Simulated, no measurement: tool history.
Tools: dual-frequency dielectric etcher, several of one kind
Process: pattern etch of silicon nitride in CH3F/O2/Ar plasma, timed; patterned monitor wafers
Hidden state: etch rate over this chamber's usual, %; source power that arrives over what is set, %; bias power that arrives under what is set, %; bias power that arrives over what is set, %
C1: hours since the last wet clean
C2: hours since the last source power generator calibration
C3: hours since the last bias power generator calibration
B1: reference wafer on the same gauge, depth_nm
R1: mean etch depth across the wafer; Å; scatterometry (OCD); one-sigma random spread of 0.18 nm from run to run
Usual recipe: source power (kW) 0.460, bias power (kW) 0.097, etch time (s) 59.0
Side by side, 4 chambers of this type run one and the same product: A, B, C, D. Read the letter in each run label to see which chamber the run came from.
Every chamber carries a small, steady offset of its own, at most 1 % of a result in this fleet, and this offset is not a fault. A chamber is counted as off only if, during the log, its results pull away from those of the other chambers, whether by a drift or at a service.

Run 1A, day 0.438: usual settings; C1 339.5; C2 2214.7; C3 5319.1; B1 55.095. Result: R1 479.65 Å.
Run 2D, day 0.746: usual settings; C1 259.1; C2 2675.9; C3 1279.3; B1 55.072. Result: R1 481.70 Å.
Run 3B, day 1.150: usual settings; C1 463.5; C2 2546.0; C3 843.0; B1 55.114. Result: R1 480.29 Å.
Run 4C, day 1.638: usual settings; C1 55.4; C2 2168.9; C3 578.1; B1 55.116. Result: R1 483.98 Å.
At day 1.646: chamber A: source power generator calibrated.
Run 5B, day 2.096: usual settings; C1 486.2; C2 2568.7; C3 865.7; B1 55.074. Result: R1 483.80 Å.
Run 6D, day 2.554: usual settings; C1 302.5; C2 2719.3; C3 1322.7; B1 55.090. Result: R1 482.44 Å.
At day 2.842: chamber A: wet clean of the chamber.
Run 7C, day 2.996: usual settings; C1 88.0; C2 2201.5; C3 610.7; B1 55.125. Result: R1 485.14 Å.
Run 8A, day 3.483: usual settings; C1 15.4; C2 44.1; C3 5392.2; B1 55.087. Result: R1 478.98 Å.
Run 9D, day 3.942: usual settings but bias power (kW) 0.110; C1 335.8; C2 2752.6; C3 1356.0; B1 55.128. Result: R1 504.10 Å.
Run 10B, day 4.492: usual settings but bias power (kW) 0.110; C1 543.7; C2 2626.2; C3 923.2; B1 55.148. Result: R1 502.79 Å.
At day 4.583: chamber A: bias power generator calibrated.
At day 4.642: chamber D: wet clean of the chamber.
At day 4.871: chamber B: wet clean of the chamber.
Run 11C, day 4.942: usual settings but bias power (kW) 0.110; C1 134.7; C2 2248.2; C3 657.4; B1 55.102. Result: R1 511.83 Å.
Run 12A, day 5.250: usual settings but bias power (kW) 0.110; C1 57.8; C2 86.5; C3 16.0; B1 55.050. Result: R1 503.91 Å.
Run 13C, day 5.550: usual settings; C1 149.3; C2 2262.8; C3 672.0; B1 55.102. Result: R1 481.63 Å.
Run 14D, day 5.992: usual settings; C1 32.4; C2 2801.8; C3 1405.2; B1 55.106. Result: R1 482.80 Å.
Run 15A, day 6.388: usual settings; C1 85.1; C2 113.8; C3 43.3; B1 55.110. Result: R1 483.55 Å.
Run 16B, day 6.688: usual settings; C1 43.7; C2 2678.9; C3 975.9; B1 55.118. Result: R1 491.96 Å.
Run 17C, day 7.062: usual settings; C1 185.6; C2 2299.1; C3 708.3; B1 55.140. Result: R1 484.94 Å.
Run 18B, day 7.546: usual settings; C1 64.3; C2 2699.5; C3 996.5; B1 55.062. Result: R1 492.14 Å.
Run 19A, day 7.817: usual settings; C1 119.4; C2 148.1; C3 77.6; B1 55.097. Result: R1 479.17 Å.
Run 20D, day 8.167: usual settings; C1 84.6; C2 2854.0; C3 1457.4; B1 55.076. Result: R1 480.78 Å.
Run 21D, day 8.438: usual settings; C1 91.1; C2 2860.5; C3 1463.9; B1 55.109. Result: R1 480.78 Å.
Run 22C, day 8.788: usual settings; C1 227.0; C2 2340.5; C3 749.7; B1 55.147. Result: R1 487.05 Å.
Run 23A, day 9.217: usual settings; C1 153.0; C2 181.7; C3 111.2; B1 55.112. Result: R1 479.92 Å.
Run 24B, day 9.517: usual settings; C1 111.6; C2 2746.8; C3 1043.8; B1 55.107. Result: R1 494.22 Å.
Run 25B, day 9.858: usual settings; C1 119.8; C2 2755.0; C3 1052.0; B1 55.120. Result: R1 493.04 Å.
Run 26A, day 10.288: usual settings; C1 178.7; C2 207.4; C3 136.9; B1 55.145. Result: R1 481.41 Å.
At day 10.338: chamber D: bias power generator calibrated.
Run 27D, day 10.825: usual settings; C1 148.4; C2 2917.8; C3 11.8; B1 55.122. Result: R1 479.59 Å.
Run 28C, day 11.267: usual settings but source power (kW) 0.390, bias power (kW) 0.118; C1 286.5; C2 2400.0; C3 809.2; B1 55.154. Result: R1 494.03 Å.
Run 29A, day 11.546: usual settings but source power (kW) 0.390, bias power (kW) 0.118; C1 208.9; C2 237.6; C3 167.1; B1 55.157. Result: R1 489.26 Å.
Run 30D, day 12.025: usual settings but source power (kW) 0.390, bias power (kW) 0.118; C1 177.2; C2 2946.6; C3 40.6; B1 55.122. Result: R1 483.93 Å.
Run 31C, day 12.354: usual settings but source power (kW) 0.390, bias power (kW) 0.118; C1 312.6; C2 2426.1; C3 835.3; B1 55.159. Result: R1 492.48 Å.
Run 32B, day 12.804: usual settings; C1 190.5; C2 2825.7; C3 1122.7; B1 55.072. Result: R1 492.21 Å.
Run 33C, day 13.179: usual settings; C1 332.4; C2 2445.9; C3 855.1; B1 55.048. Result: R1 485.87 Å.
Run 34A, day 13.517: usual settings but bias power (kW) 0.078, etch time (s) 47.5; C1 256.2; C2 284.9; C3 214.4; B1 55.084. Result: R1 357.02 Å.
Run 35D, day 13.842: usual settings but bias power (kW) 0.078, etch time (s) 47.5; C1 220.8; C2 2990.2; C3 84.2; B1 55.165. Result: R1 360.32 Å.
Run 36B, day 14.375: usual settings but bias power (kW) 0.078, etch time (s) 47.5; C1 228.2; C2 2863.4; C3 1160.4; B1 55.133. Result: R1 365.95 Å.
Run 37C, day 14.925: usual settings but bias power (kW) 0.078, etch time (s) 47.5; C1 374.3; C2 2487.8; C3 897.0; B1 55.084. Result: R1 360.22 Å.
Run 38D, day 15.238: usual settings; C1 254.3; C2 3023.7; C3 117.7; B1 55.042. Result: R1 482.16 Å.

All 4 chambers run these settings next. Forecast each chamber's results:
Run 39A, day 15.633: usual settings. Result: R1 ?.
Run 39B, day 15.633: usual settings. Result: R1 ?.
Run 39C, day 15.633: usual settings. Result: R1 ?.
Run 39D, day 15.633: usual settings. Result: R1 ?.

run      R1
39A  480.24
39B  492.12
39C  484.32
39D  481.94
